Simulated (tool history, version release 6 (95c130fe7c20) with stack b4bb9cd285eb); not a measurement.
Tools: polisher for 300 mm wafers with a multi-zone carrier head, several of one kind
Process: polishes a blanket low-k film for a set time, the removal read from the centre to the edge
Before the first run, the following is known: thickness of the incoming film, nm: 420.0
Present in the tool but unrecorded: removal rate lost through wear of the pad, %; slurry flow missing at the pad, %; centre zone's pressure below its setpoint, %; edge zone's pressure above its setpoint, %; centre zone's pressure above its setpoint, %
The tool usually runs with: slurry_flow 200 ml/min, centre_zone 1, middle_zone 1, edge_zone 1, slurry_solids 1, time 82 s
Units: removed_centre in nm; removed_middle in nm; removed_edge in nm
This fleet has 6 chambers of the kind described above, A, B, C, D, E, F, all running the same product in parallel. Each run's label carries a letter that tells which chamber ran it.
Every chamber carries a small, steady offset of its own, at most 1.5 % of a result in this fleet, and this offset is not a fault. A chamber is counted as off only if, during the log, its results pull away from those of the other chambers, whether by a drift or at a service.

| run | day | slurry_flow | centre_zone | middle_zone | edge_zone | slurry_solids | time | wafers polished on this pad | hours since the slurry nozzle was cleaned | hours since the centre zone pressure was calibrated | hours since the edge zone pressure was calibrated | removed_centre | removed_middle | removed_edge |
|---|---|---|---|---|---|---|---|---|---|---|---|---|---|---|
| 1E | 0.396 | 200 | 1 | 1 | 1 | 1 | 82 | 577 | 250 | 315.6 | 551.2 | 34.739 | 34.67 | 34.508 |
| 2C | 0.612 | 200 | 1 | 1 | 1 | 1 | 82 | 335 | 536.3 | 168.1 | 131.1 | 34.362 | 34.783 | 34.421 |
| 3F | 0.917 | 200 | 1 | 1 | 1 | 1 | 82 | 564 | 329.8 | 258.5 | 42.6 | 34.412 | 35.045 | 34.451 |
| 4A | 1.292 | 200 | 1 | 1 | 1 | 1 | 82 | 914 | 270.8 | 359.3 | 1254.3 | 34.749 | 35.233 | 35.143 |
| 5D | 1.621 | 200 | 1 | 1 | 1 | 1 | 82 | 554 | 288.8 | 199.9 | 101.3 | 34.849 | 34.526 | 34.445 |
|  | 1.975 | chamber C: worn pad replaced by a new one |
| 6B | 1.988 | 200 | 1 | 1 | 1 | 1 | 82 | 704 | 253.5 | 964.1 | 403.7 | 35.574 | 34.963 | 34.977 |
|  | 2.246 | chamber B: worn pad replaced by a new one |
| 7A | 2.346 | 200 | 0.9 | 1 | 1 | 1.3 | 82 | 1117 | 296.1 | 384.6 | 1279.6 | 33.701 | 39.048 | 38.822 |
| 8F | 2.558 | 200 | 0.9 | 1 | 1 | 1.3 | 82 | 880 | 369.2 | 297.9 | 82 | 34.791 | 39.384 | 38.047 |
| 9B | 2.767 | 200 | 0.9 | 1 | 1 | 1.3 | 82 | 101 | 272.2 | 982.8 | 422.4 | 34.775 | 39.093 | 38.892 |
| 10E | 3.021 | 200 | 0.9 | 1 | 1 | 1.3 | 82 | 1084 | 313 | 378.6 | 614.2 | 34.729 | 38.614 | 38.836 |
|  | 3.038 | chamber B: edge zone pressure recalibrated |
|  | 3.108 | chamber F: centre zone pressure recalibrated |
| 11C | 3.354 | 200 | 0.9 | 1 | 1 | 1.3 | 82 | 266 | 602.1 | 233.9 | 196.9 | 33.742 | 38.824 | 37.878 |
| 12D | 3.638 | 200 | 0.9 | 1 | 1 | 1.3 | 82 | 943 | 337.2 | 248.3 | 149.7 | 33.543 | 37.909 | 38.332 |
|  | 3.767 | chamber F: slurry nozzle cleaned |
|  | 3.862 | chamber F: worn pad replaced by a new one |
| 13D | 3.983 | 200 | 1 | 1 | 1 | 1 | 82 | 1009 | 345.5 | 256.6 | 158 | 34.858 | 33.983 | 33.673 |
| 14E | 4.262 | 200 | 1 | 1 | 1 | 1 | 82 | 1323 | 342.8 | 408.4 | 644 | 34.819 | 35.074 | 34.589 |
|  | 4.346 | chamber A: worn pad replaced by a new one |
|  | 4.542 | chamber C: worn pad replaced by a new one |
| 15A | 4.617 | 200 | 1 | 1 | 1 | 0.8 | 82 | 52 | 350.6 | 439.1 | 1334.1 | 31.595 | 31.586 | 31.387 |
|  | 4.983 | chamber A: edge zone pressure recalibrated |
| 16C | 5.029 | 200 | 1 | 1 | 1 | 0.8 | 82 | 94 | 642.3 | 274.1 | 237.1 | 30.213 | 31.358 | 31.31 |
| 17F | 5.433 | 200 | 1 | 1 | 1 | 0.8 | 82 | 303 | 40.1 | 55.8 | 151 | 31.327 | 30.912 | 31.416 |
|  | 5.608 | chamber E: worn pad replaced by a new one |
| 18B | 5.812 | 200 | 1 | 1 | 1 | 0.8 | 82 | 688 | 345.3 | 1055.9 | 66.7 | 31.281 | 31.19 | 30.832 |
| 19C | 6.112 | 200 | 1 | 1 | 1 | 0.8 | 82 | 303 | 668.3 | 300.1 | 263.1 | 30.931 | 31.105 | 30.745 |
| 20E | 6.396 | 200 | 1 | 1 | 1 | 0.8 | 82 | 151 | 394 | 459.6 | 695.2 | 31.334 | 31.632 | 31.213 |
|  | 6.479 | chamber B: worn pad replaced by a new one |
| 21B | 6.617 | 200 | 1 | 1 | 1 | 1 | 82 | 26 | 364.6 | 1075.2 | 86 | 34.6 | 34.871 | 35.036 |
|  | 6.9 | chamber C: slurry nozzle cleaned |
| 22A | 6.938 | 200 | 1 | 1 | 1 | 1 | 82 | 500 | 406.3 | 494.8 | 46.9 | 34.155 | 34.615 | 35.077 |
|  | 7.183 | chamber C: worn pad replaced by a new one |
| 23D | 7.321 | 200 | 1 | 1 | 1 | 1 | 82 | 1653 | 425.6 | 336.7 | 238.1 | 33.252 | 33.548 | 33.417 |
| 24F | 7.638 | 200 | 1 | 1 | 1 | 1 | 82 | 728 | 93 | 108.7 | 203.9 | 34.342 | 34.324 | 34.303 |
| 25D | 7.896 | 200 | 1 | 1 | 1 | 1 | 82 | 1764 | 439.4 | 350.5 | 251.9 | 33.303 | 33.164 | 32.892 |
| 26A | 8.217 | 200 | 1 | 1 | 1 | 1 | 82 | 747 | 437 | 525.5 | 77.6 | 35.48 | 35.082 | 35.651 |
| 27F | 8.554 | 200 | 1 | 1 | 1 | 1 | 82 | 905 | 115 | 130.7 | 225.9 | 34.374 | 34.662 | 34.571 |
| 28E | 8.854 | 200 | 1 | 1 | 1 | 1 | 82 | 626 | 453 | 518.6 | 754.2 | 33.76 | 34.558 | 34.44 |
|  | 8.9 | chamber E: centre zone pressure recalibrated |
| 29B | 9.238 | 200 | 1 | 1 | 1 | 1.25 | 82 | 532 | 427.5 | 1138.1 | 148.9 | 39.531 | 37.947 | 38.566 |
| 30C | 9.483 | 200 | 1 | 1 | 1 | 1.25 | 82 | 444 | 62.1 | 381 | 344 | 37.778 | 38.336 | 38.119 |
|  | 9.571 | chamber F: worn pad replaced by a new one |
| 31E | 9.817 | 200 | 1 | 1 | 1 | 1.25 | 82 | 811 | 476.1 | 22 | 777.3 | 37.315 | 38.409 | 37.683 |
| 32F | 10.079 | 200 | 1 | 1 | 1 | 1.25 | 82 | 98 | 151.6 | 167.3 | 262.5 | 37.433 | 38.311 | 38.201 |
|  | 10.217 | chamber C: worn pad replaced by a new one |
|  | 10.354 | chamber B: worn pad replaced by a new one |
| 33D | 10.408 | 200 | 1 | 1 | 1 | 1.25 | 82 | 2249 | 499.7 | 410.8 | 312.2 | 36.346 | 35.833 | 36.426 |
| 34C | 10.746 | 200 | 1 | 1 | 1 | 1.25 | 82 | 102 | 92.4 | 411.3 | 374.3 | 37.896 | 37.939 | 39.093 |
| 35A | 11.033 | 200 | 1 | 1 | 1 | 1 | 82 | 1290 | 504.6 | 593.1 | 145.2 | 34.65 | 35.056 | 35.809 |
|  | 11.179 | chamber A: worn pad replaced by a new one |
|  | 11.367 | chamber E: slurry nozzle cleaned |
| 36B | 11.396 | 200 | 1 | 0.94 | 1 | 1 | 82 | 201 | 479.3 | 1189.9 | 200.7 | 34.944 | 32.703 | 35.934 |
| 37A | 11.621 | 200 | 1 | 0.94 | 1 | 1 | 82 | 85 | 518.7 | 607.2 | 159.3 | 35.766 | 32.704 | 35.178 |
|  | 11.771 | chamber D: slurry nozzle cleaned |
| 38D | 12.017 | 200 | 1 | 0.94 | 1 | 1 | 82 | 2559 | 5.9 | 449.4 | 350.8 | 32.555 | 30.607 | 32.466 |
| 39F | 12.217 | 200 | 1 | 0.94 | 1 | 1 | 82 | 510 | 202.9 | 218.6 | 313.8 | 34.334 | 33.046 | 34.746 |
| 40E | 12.571 | 200 | 1 | 0.94 | 1 | 1 | 82 | 1343 | 29 | 88.1 | 843.4 | 34.116 | 32.36 | 34.153 |

All 6 chambers run these settings next. Forecast each chamber's results:
| 41A | 12.883 | 200 | 1 | 1 | 1 | 1 | 82 |  |  |  |  | ? | ? | ? |
| 41B | 12.883 | 200 | 1 | 1 | 1 | 1 | 82 |  |  |  |  | ? | ? | ? |
| 41C | 12.883 | 200 | 1 | 1 | 1 | 1 | 82 |  |  |  |  | ? | ? | ? |
| 41D | 12.883 | 200 | 1 | 1 | 1 | 1 | 82 |  |  |  |  | ? | ? | ? |
| 41E | 12.883 | 200 | 1 | 1 | 1 | 1 | 82 |  |  |  |  | ? | ? | ? |
| 41F | 12.883 | 200 | 1 | 1 | 1 | 1 | 82 |  |  |  |  | ? | ? | ? |

| run | removed_centre | removed_middle | removed_edge |
|---|---|---|---|
| 41A | 34.519 | 34.662 | 34.819 |
| 41B | 35.226 | 34.901 | 34.21 |
| 41C | 34.144 | 34.858 | 34.782 |
| 41D | 32.502 | 31.881 | 32.631 |
| 41E | 35.234 | 34.683 | 34.533 |
| 41F | 34.313 | 34.923 | 35.062 |
